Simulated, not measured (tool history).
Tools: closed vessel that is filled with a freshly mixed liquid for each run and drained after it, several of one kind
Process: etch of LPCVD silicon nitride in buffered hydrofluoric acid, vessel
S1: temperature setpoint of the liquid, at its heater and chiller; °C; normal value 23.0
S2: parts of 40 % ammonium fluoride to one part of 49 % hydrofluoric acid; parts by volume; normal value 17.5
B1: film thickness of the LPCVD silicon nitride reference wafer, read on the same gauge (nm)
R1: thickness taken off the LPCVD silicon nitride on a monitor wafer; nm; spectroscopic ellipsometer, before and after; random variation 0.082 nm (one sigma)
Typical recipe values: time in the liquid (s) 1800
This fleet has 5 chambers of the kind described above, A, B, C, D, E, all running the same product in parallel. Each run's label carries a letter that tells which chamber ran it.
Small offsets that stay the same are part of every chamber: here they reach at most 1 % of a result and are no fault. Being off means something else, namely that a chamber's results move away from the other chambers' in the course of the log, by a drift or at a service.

run 1A hour=7.6 | S1=23.0 S2=17.5 time_in_the_liquid_(s)=1800 | B1=50.003 | R1=13.870
run 2B hour=16.1 | S1=23.0 S2=17.5 time_in_the_liquid_(s)=1800 | B1=50.018 | R1=14.153
run 3E hour=23.7 | S1=23.0 S2=17.5 time_in_the_liquid_(s)=1800 | B1=49.987 | R1=13.970
-- hour=25.5 chamber E: thermometer replaced
run 4C hour=31.2 | S1=23.0 S2=17.5 time_in_the_liquid_(s)=1800 | B1=49.996 | R1=14.115
run 5D hour=39.8 | S1=23.0 S2=13.5 time_in_the_liquid_(s)=1800 | B1=50.038 | R1=17.836
run 6D hour=50.4 | S1=23.0 S2=13.5 time_in_the_liquid_(s)=1800 | B1=49.998 | R1=17.915
run 7A hour=57.6 | S1=23.0 S2=13.5 time_in_the_liquid_(s)=1800 | B1=49.979 | R1=17.869
run 8B hour=63.5 | S1=23.0 S2=13.5 time_in_the_liquid_(s)=1800 | B1=50.010 | R1=18.217
run 9C hour=72.3 | S1=23.0 S2=13.5 time_in_the_liquid_(s)=1800 | B1=50.016 | R1=18.118
run 10E hour=81.5 | S1=23.0 S2=17.5 time_in_the_liquid_(s)=1800 | B1=49.988 | R1=14.045
run 11A hour=90.2 | S1=23.0 S2=17.5 time_in_the_liquid_(s)=1800 | B1=49.973 | R1=13.841
-- hour=91.5 chamber C: thermometer replaced
run 12B hour=100.2 | S1=27.5 S2=17.5 time_in_the_liquid_(s)=2640 | B1=50.000 | R1=26.056
run 13C hour=110.8 | S1=27.5 S2=17.5 time_in_the_liquid_(s)=2640 | B1=50.000 | R1=26.288
run 14E hour=120.4 | S1=27.5 S2=17.5 time_in_the_liquid_(s)=2640 | B1=49.998 | R1=26.114
run 15D hour=127.0 | S1=27.5 S2=17.5 time_in_the_liquid_(s)=2640 | B1=49.989 | R1=26.009
run 16B hour=135.1 | S1=27.5 S2=17.5 time_in_the_liquid_(s)=2640 | B1=50.001 | R1=26.435
run 17C hour=142.5 | S1=23.0 S2=17.5 time_in_the_liquid_(s)=1800 | B1=49.949 | R1=14.184
run 18D hour=152.2 | S1=23.0 S2=17.5 time_in_the_liquid_(s)=1800 | B1=49.977 | R1=13.886
run 19E hour=163.2 | S1=23.0 S2=17.5 time_in_the_liquid_(s)=1800 | B1=49.978 | R1=14.004
run 20A hour=169.9 | S1=19.0 S2=17.5 time_in_the_liquid_(s)=2425 | B1=50.023 | R1=14.601
run 21E hour=181.7 | S1=19.0 S2=17.5 time_in_the_liquid_(s)=2425 | B1=49.978 | R1=15.060
run 22B hour=192.3 | S1=19.0 S2=17.5 time_in_the_liquid_(s)=2425 | B1=49.992 | R1=15.266
run 23D hour=201.6 | S1=19.0 S2=17.5 time_in_the_liquid_(s)=2425 | B1=50.032 | R1=15.106
run 24A hour=208.6 | S1=19.0 S2=17.5 time_in_the_liquid_(s)=2425 | B1=49.977 | R1=14.844
run 25C hour=218.1 | S1=23.0 S2=17.5 time_in_the_liquid_(s)=1800 | B1=50.001 | R1=14.868
-- hour=221.4 chamber D: hydrofluoric acid flow meter replaced
run 26D hour=229.9 | S1=18.5 S2=17.5 time_in_the_liquid_(s)=1800 | B1=49.997 | R1=10.655
run 27B hour=236.2 | S1=18.5 S2=17.5 time_in_the_liquid_(s)=1800 | B1=49.997 | R1=10.883
run 28C hour=245.2 | S1=18.5 S2=17.5 time_in_the_liquid_(s)=1800 | B1=50.020 | R1=11.455
run 29A hour=252.4 | S1=18.5 S2=17.5 time_in_the_liquid_(s)=1800 | B1=49.989 | R1=10.752
run 30E hour=257.7 | S1=18.5 S2=17.5 time_in_the_liquid_(s)=1800 | B1=50.038 | R1=10.883
run 31E hour=268.9 | S1=23.0 S2=17.5 time_in_the_liquid_(s)=1800 | B1=50.017 | R1=13.871
run 32C hour=276.0 | S1=23.0 S2=17.5 time_in_the_liquid_(s)=1800 | B1=49.991 | R1=15.121

Next, every chamber runs the same settings. What will each give?
run 33A hour=284.4 | S1=23.0 S2=17.5 time_in_the_liquid_(s)=1800 | R1=?
run 33B hour=284.4 | S1=23.0 S2=17.5 time_in_the_liquid_(s)=1800 | R1=?
run 33C hour=284.4 | S1=23.0 S2=17.5 time_in_the_liquid_(s)=1800 | R1=?
run 33D hour=284.4 | S1=23.0 S2=17.5 time_in_the_liquid_(s)=1800 | R1=?
run 33E hour=284.4 | S1=23.0 S2=17.5 time_in_the_liquid_(s)=1800 | R1=?

run=33A R1=13.756
run=33B R1=14.001
run=33C R1=15.062
run=33D R1=13.886
run=33E R1=13.903

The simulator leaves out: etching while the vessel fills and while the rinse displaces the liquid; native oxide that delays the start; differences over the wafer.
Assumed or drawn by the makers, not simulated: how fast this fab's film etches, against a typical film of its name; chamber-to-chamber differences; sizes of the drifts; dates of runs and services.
